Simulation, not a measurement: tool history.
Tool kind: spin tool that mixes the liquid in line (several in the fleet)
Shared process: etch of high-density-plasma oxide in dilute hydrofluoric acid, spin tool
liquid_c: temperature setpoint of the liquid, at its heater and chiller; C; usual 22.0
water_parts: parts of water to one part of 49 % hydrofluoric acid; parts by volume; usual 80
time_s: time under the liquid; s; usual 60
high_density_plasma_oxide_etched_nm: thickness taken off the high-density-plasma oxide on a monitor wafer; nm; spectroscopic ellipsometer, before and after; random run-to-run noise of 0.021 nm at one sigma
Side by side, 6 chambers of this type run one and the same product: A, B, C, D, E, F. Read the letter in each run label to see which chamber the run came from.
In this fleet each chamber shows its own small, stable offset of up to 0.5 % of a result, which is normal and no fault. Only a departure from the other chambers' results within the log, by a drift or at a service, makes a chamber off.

run   hour  liquid_c  water_parts  time_s  read-back film thickness of the high-density-plasma oxide reference wafer, read on the same gauge (nm)  high_density_plasma_oxide_etched_nm
 1E    5.0      22.0           80      60                                                                                                  119.99                               4.9887
 2D   15.7      22.0           80      60                                                                                                  120.00                               4.9719
 3F   25.5      22.0           80      60                                                                                                  120.01                               5.0014
 4C   32.5      22.0           80      60                                                                                                  120.00                               4.9747
 5A   41.2      22.0           80      45                                                                                                  120.00                               3.7156
 6B   46.4      22.0           80      45                                                                                                  120.00                               3.7414
 7F   54.3      22.0           80      45                                                                                                  120.00                               3.7564
 8E   64.5      22.0           80      45                                                                                                  120.03                               3.7443
 9D   74.1      22.0           80      45                                                                                                  119.99                               3.7394
10A   82.4      22.0           80      45                                                                                                  120.01                               3.7157
11C   92.7      22.0           80      60                                                                                                  119.98                               4.9752
12B  102.1      22.0           80      60                                                                                                  120.00                               4.9687
13B  109.3      22.0           80      60                                                                                                  120.01                               5.0229
     109.9  -- chamber B: thermometer replaced
14F  117.8      22.0           80      60                                                                                                  119.99                               4.9430
15E  123.6      22.0           80      60                                                                                                  119.98                               4.9208
16C  134.8      19.5           50      60                                                                                                  119.99                               7.4797
17D  145.4      19.5           50      60                                                                                                  120.00                               7.4511
18A  156.5      19.5           50      60                                                                                                  119.99                               7.4640
19D  164.7      19.5           50      60                                                                                                  120.02                               7.3994
20B  171.0      19.5           50      60                                                                                                  120.02                               7.3915
21F  178.0      19.5           50      60                                                                                                  120.01                               7.2429
22A  183.1      22.0           80      60                                                                                                  119.99                               4.9503
23C  189.0      22.0           80      60                                                                                                  119.99                               4.9792
24E  196.7      22.0           80      60                                                                                                  120.00                               4.9514
25A  207.2      22.0           80      60                                                                                                  120.01                               4.9508
26B  215.5      22.0           80      60                                                                                                  119.99                               5.0071
27D  221.1      22.0           80      25                                                                                                  119.99                               2.0650
28C  227.6      22.0           80      25                                                                                                  120.01                               2.0519
29E  236.3      22.0           80      25                                                                                                  120.01                               2.0672
30F  247.3      22.0           80      25                                                                                                  119.98                               2.0179
31F  252.3      22.0           80      25                                                                                                  120.00                               2.0226
32C  262.8      22.0           80      25                                                                                                  120.00                               2.0731
33E  270.3      22.0           80      60                                                                                                  120.00                               5.0143
34B  275.5      22.0           80      60                                                                                                  120.00                               4.9907
35D  280.8      22.0           80      40                                                                                                  120.00                               3.3445
     283.1  -- chamber F: thermometer replaced
36A  290.3      22.0           80      40                                                                                                  120.00                               3.2968
37E  297.4      22.0           80      40                                                                                                  119.99                               3.3172
38C  304.4      22.0           80      40                                                                                                  120.01                               3.2964
39D  314.1      22.0           80      40                                                                                                  119.98                               3.3464
40B  320.5      22.0           80      40                                                                                                  119.99                               3.3213
41F  328.0      22.0           80      60                                                                                                  120.00                               4.7376
42A  336.1      22.0           80      60                                                                                                  120.00                               4.9432
43D  340.9      22.0           80      60                                                                                                  119.99                               4.9810

Has any chamber moved away from the others, gradually or after a service, or does the common gauge drift, or do the chambers differ only by their own small steady offsets? State the chamber and the most likely cause if one applies.

Chamber F drifts away from the others.
Most likely cause: hydrofluoric acid flow below the setpoint (%) = 4.06.

Here are 4 candidates for chamber F's next run, each the usual settings with a change, their results left as question marks. Which one brings its results back in line with what the others give on the usual settings?
Allowed miss from the other chambers' usual-settings mean, per result, to count as in line: high_density_plasma_oxide_etched_nm 0.0730 nm
44F-1  348.9      22.0           75      60                                                                                                                                            ?
44F-2  348.9      21.0           80      60                                                                                                                                            ?
44F-3  348.9      23.0           80      60                                                                                                                                            ?
44F-4  348.9      22.0           85      60                                                                                                                                            ?

The other chambers' mean on the usual settings: high_density_plasma_oxide_etched_nm 4.9746 nm
  run  high_density_plasma_oxide_etched_nm
44F-1                               5.0888
44F-2                               4.5513
44F-3                               4.9464
44F-4                               4.4432
Change 44F-3 lands the chamber within the allowed miss of the other chambers.
